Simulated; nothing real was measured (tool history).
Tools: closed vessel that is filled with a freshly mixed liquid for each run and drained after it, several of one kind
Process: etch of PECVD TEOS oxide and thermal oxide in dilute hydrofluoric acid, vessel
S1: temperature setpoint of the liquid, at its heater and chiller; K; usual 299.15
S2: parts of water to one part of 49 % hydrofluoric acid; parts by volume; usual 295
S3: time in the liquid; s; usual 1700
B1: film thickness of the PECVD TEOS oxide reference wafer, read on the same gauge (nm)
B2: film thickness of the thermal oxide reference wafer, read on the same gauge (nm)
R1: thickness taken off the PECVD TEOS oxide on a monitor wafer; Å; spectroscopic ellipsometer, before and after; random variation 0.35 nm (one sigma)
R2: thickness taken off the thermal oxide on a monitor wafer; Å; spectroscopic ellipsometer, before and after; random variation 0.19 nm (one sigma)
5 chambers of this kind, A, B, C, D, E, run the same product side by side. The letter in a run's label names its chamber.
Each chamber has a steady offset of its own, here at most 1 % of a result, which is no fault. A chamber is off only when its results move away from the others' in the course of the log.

run   hour      S1   S2    S3      B1      B2      R1      R2
 1B    3.2  299.15  295  1700  139.99  140.00  429.22  240.81
 2D    8.4  299.15  295  1700  140.00  140.00  434.07  237.15
 3C   13.0  299.15  295  1700  139.99  140.00  434.27  241.40
 4E   19.3  299.15  295  1700  140.00  140.01  434.46  235.63
 5A   23.5  299.15  295  1700  139.99  140.01  433.22  237.83
 6B   27.6  299.15  295  1700  139.99  140.01  430.36  239.04
 7C   34.6  299.15  295  1700  139.97  140.01  434.15  238.80
 8D   39.8  299.15  295  1700  139.99  139.99  424.00  235.94
 9A   46.9  299.15  295  1700  139.99  140.00  431.59  239.18
10E   53.6  294.65  240  1700  139.99  139.97  481.91  268.85
11E   60.2  294.65  240  1700  139.99  140.00  482.96  267.29
12D   65.2  294.65  240  1700  139.99  140.00  477.17  264.58
13B   71.7  294.65  240  1700  140.01  140.02  472.00  265.76
14A   75.0  294.65  240  1700  140.03  140.03  475.48  261.29
15C   80.7  299.15  295  1700  140.00  139.99  435.70  239.14
16B   87.9  299.15  295  1700  140.01  140.00  437.64  241.13
17D   91.8  299.15  295  1700  139.98  140.01  430.35  240.11
18A   98.3  299.15  295  1700  140.01  140.01  434.64  237.50
19C  101.9  299.15  295  1700  139.98  140.01  434.72  239.85
20E  106.7  299.15  295  1700  139.99  140.00  429.98  236.58
21A  110.5  299.15  295  1700  140.01  139.98  421.88  237.26
22B  114.4  299.15  295  1700  140.00  139.98  437.15  243.31
23E  118.6  303.15  440  1700  139.98  140.01  283.66  155.84
24D  123.0  303.15  440  1700  140.00  140.00  280.73  158.46
25C  129.3  303.15  440  1700  139.97  139.99  285.66  157.41
26B  132.8  303.15  440  1700  140.00  139.99  286.66  158.07
27E  137.6  303.15  440  1700  139.98  140.02  285.72  156.62
28C  144.4  299.15  295  1700  139.98  139.98  435.96  236.89
29A  147.7  299.15  295  1700  139.98  140.02  433.34  234.04
30D  152.3  299.15  295  1700  140.03  140.01  421.39  240.54
31E  159.3  299.15  295  1700  140.00  140.00  435.94  239.19
32D  166.4  299.15  295  1700  140.01  140.01  423.98  240.68
33A  172.9  299.15  295  1700  139.98  140.00  432.66  236.62
34B  176.6  299.15  295  1700  140.02  140.00  438.86  240.46
     178.9  -- chamber C: thermometer replaced
35C  180.2  299.15  295  1700  139.97  140.01  439.33  235.60
36B  183.4  299.15  295  1700  140.03  140.03  427.19  239.89
37C  190.1  299.15  295  1700  140.00  140.02  443.95  234.87
38A  195.5  299.15  295  1700  139.99  139.99  427.73  237.63
39E  201.1  299.15  295  1700  140.02  140.01  435.51  237.21
40D  206.4  299.15  295  1700  139.98  139.99  435.00  238.49
41C  212.9  299.15  295  1700  140.01  140.02  435.79  231.79

Next, every chamber runs the same settings. What will each give?
42A  218.2  299.15  295  2145           ?   ?
42B  218.2  299.15  295  2145           ?   ?
42C  218.2  299.15  295  2145           ?   ?
42D  218.2  299.15  295  2145           ?   ?
42E  218.2  299.15  295  2145           ?   ?

run      R1      R2
42A  536.29  298.72
42B  549.94  304.91
42C  547.67  293.69
42D  540.81  301.40
42E  549.05  300.67
